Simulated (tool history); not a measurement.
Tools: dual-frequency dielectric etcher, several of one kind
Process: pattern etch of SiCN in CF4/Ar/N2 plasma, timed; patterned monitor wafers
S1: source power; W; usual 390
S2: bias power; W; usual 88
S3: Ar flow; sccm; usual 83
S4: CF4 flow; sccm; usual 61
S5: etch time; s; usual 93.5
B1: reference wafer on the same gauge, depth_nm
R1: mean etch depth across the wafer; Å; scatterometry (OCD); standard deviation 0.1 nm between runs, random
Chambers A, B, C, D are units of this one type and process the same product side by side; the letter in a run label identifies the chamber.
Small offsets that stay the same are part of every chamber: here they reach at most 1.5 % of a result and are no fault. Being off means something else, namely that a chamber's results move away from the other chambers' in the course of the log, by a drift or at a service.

run,hour,S1,S2,S3,S4,S5,B1,R1
1B,3.2,390,88,83,61,93.5,65.378,767.67
2A,7.9,390,88,83,61,93.5,65.383,773.77
# hour 9.9: chamber C: wet clean of the chamber
3C,12.0,390,88,83,61,93.5,65.360,767.82
# hour 13.1: chamber C: Ar flow controller replaced
4D,14.9,390,88,83,61,93.5,65.358,759.25
5B,20.0,390,88,83,61,93.5,65.366,767.32
6D,25.7,390,88,83,61,93.5,65.333,758.09
7C,29.5,390,88,83,61,93.5,65.331,769.47
8A,34.2,390,88,83,61,93.5,65.306,771.52
# hour 36.6: chamber B: bias power generator calibrated
9D,37.3,390,70,83,61,93.5,65.326,699.69
10C,40.1,390,70,83,61,93.5,65.313,709.34
11B,45.0,390,70,83,61,93.5,65.273,709.15
12A,50.4,390,70,83,61,93.5,65.306,711.93
13B,55.6,390,88,83,61,93.5,65.261,764.43
14C,61.0,390,88,73,61,74.0,65.267,619.23
15A,65.2,390,88,73,61,74.0,65.231,620.29
16D,67.8,390,88,73,61,74.0,65.248,610.63
17D,73.2,390,88,73,61,74.0,65.247,609.63
# hour 75.1: chamber A: wet clean of the chamber
18B,76.5,390,88,83,61,93.5,65.220,764.18
# hour 77.0: chamber D: source power generator calibrated
19C,80.6,390,88,83,61,93.5,65.206,767.83
20A,83.6,390,88,83,61,93.5,65.234,768.73
21A,86.8,390,88,83,61,93.5,65.170,769.00
22B,89.8,390,88,83,61,93.5,65.187,764.59
23C,93.0,390,88,83,61,93.5,65.194,768.81
24D,98.5,390,88,83,61,93.5,65.177,758.40
25A,103.0,390,88,83,61,93.5,65.137,769.58
26B,105.9,390,88,83,61,103.5,65.159,846.78
27C,109.5,390,88,83,61,103.5,65.155,850.14
28D,113.4,390,88,83,61,103.5,65.135,838.88
29A,118.1,390,88,83,61,103.5,65.115,849.29
30D,121.7,390,88,83,61,93.5,65.117,756.12
31B,124.5,390,88,83,61,93.5,65.125,764.24
32C,127.5,390,88,83,61,93.5,65.117,765.53
33A,130.1,390,88,83,61,93.5,65.109,767.73
34C,134.7,390,88,83,61,93.5,65.083,765.84
35D,139.7,390,88,83,47,93.5,65.083,728.25
36B,144.6,390,88,83,47,93.5,65.069,736.46
37A,147.7,390,88,83,47,93.5,65.063,740.17
38C,151.3,390,88,83,47,93.5,65.065,739.09

For the next run the whole fleet of 4 chambers uses the same settings. Give each chamber's results:
39A,155.4,390,88,83,61,93.5,,?
39B,155.4,390,88,83,61,93.5,,?
39C,155.4,390,88,83,61,93.5,,?
39D,155.4,390,88,83,61,93.5,,?

run,R1
39A,766.03
39B,762.42
39C,767.08
39D,755.75
